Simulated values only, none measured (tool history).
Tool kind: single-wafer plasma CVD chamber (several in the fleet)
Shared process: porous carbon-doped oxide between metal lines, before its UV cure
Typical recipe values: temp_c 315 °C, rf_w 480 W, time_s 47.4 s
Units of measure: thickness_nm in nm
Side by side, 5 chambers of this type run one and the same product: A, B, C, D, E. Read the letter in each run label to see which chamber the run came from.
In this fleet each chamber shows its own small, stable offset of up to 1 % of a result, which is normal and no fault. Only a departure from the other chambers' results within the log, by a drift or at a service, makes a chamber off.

run	day	temp_c	rf_w	time_s	hours since the last thermocouple change	hours since the last RF generator calibration	read-back reference wafer on the same gauge, thickness_nm	thickness_nm
1E	0.238	315	480	47.4	460.7	132.2	269.98	226.16
2D	0.612	315	480	47.4	90.0	879.0	270.05	225.24
3A	0.842	315	480	47.4	984.1	26.6	269.92	228.20
4C	1.038	315	480	47.4	1349.5	582.2	270.40	228.37
5B	1.267	315	480	47.4	1274.5	741.6	269.93	228.63
6A	1.546	315	480	47.4	1001.0	43.5	270.12	228.81
7D	1.796	315	480	47.4	118.4	907.4	269.97	227.14
8C	1.996	315	480	47.4	1372.5	605.2	270.05	227.79
9E	2.379	315	480	47.4	512.1	183.6	269.79	225.93
10B	2.788	315	480	47.4	1311.0	778.1	270.19	228.13
11B	3.196	315	480	47.4	1320.8	787.9	269.62	227.43
12D	3.442	315	480	47.4	157.9	946.9	269.83	227.61
13E	3.858	304	545	47.4	547.6	219.1	269.89	262.48
14C	4.258	304	545	47.4	1426.8	659.5	269.82	261.19
15A	4.542	304	545	47.4	1072.9	115.4	269.98	262.97
16A	4.938	304	545	47.4	1082.4	124.9	270.07	262.66
17B	5.242	304	545	47.4	1369.9	837.0	270.21	264.53
18D	5.421	315	480	47.4	205.4	994.4	270.02	226.45
19C	5.704	315	480	47.4	1461.5	694.2	270.03	226.57
20E	6.000	315	480	47.4	599.0	270.5	270.08	226.55
21B	6.279	315	480	47.4	1394.8	861.9	269.91	229.44
# day 6.288: chamber A: thermocouple changed; heater temperature recalibrated
22E	6.554	315	480	47.4	612.3	283.8	270.15	225.73
23C	6.900	315	480	47.4	1490.2	722.9	270.15	227.03
24D	7.258	315	480	47.4	249.5	1038.5	269.93	225.36
25A	7.500	315	480	47.4	29.2	186.4	269.71	222.07
26E	7.842	315	480	47.4	643.2	314.7	270.06	226.31
27A	8.171	315	555	42.3	45.3	202.5	269.88	218.69
28D	8.458	315	555	42.3	278.3	1067.3	270.11	222.88
29C	8.733	315	555	42.3	1534.2	766.9	270.19	224.37
30B	8.975	315	555	42.3	1459.5	926.6	269.87	224.44
31B	9.288	315	555	42.3	1467.0	934.1	269.94	224.36
32A	9.558	315	480	47.4	78.6	235.8	270.12	224.36
33E	9.929	315	480	47.4	693.3	364.8	269.94	225.93
34C	10.275	315	480	47.4	1571.2	803.9	269.96	227.34
35D	10.579	326	480	56.6	329.2	1118.2	269.85	256.57
36D	10.821	326	480	56.6	335.0	1124.0	270.26	255.39
37A	11.229	326	480	56.6	118.7	275.9	269.90	252.12
# day 11.396: chamber B: RF generator calibrated
38C	11.492	326	480	56.6	1600.4	833.1	270.12	256.68
39B	11.692	326	480	56.6	1524.7	7.2	269.96	258.09
40E	12.033	323	480	38.8	743.8	415.3	269.98	178.64
41B	12.304	323	480	38.8	1539.4	21.9	270.16	180.76

For the next run the whole fleet of 5 chambers uses the same settings. Give each chamber's results:
42A	12.604	315	480	47.4				?
42B	12.604	315	480	47.4				?
42C	12.604	315	480	47.4				?
42D	12.604	315	480	47.4				?
42E	12.604	315	480	47.4				?

run	thickness_nm
42A	224.20
42B	228.89
42C	227.79
42D	226.78
42E	226.52
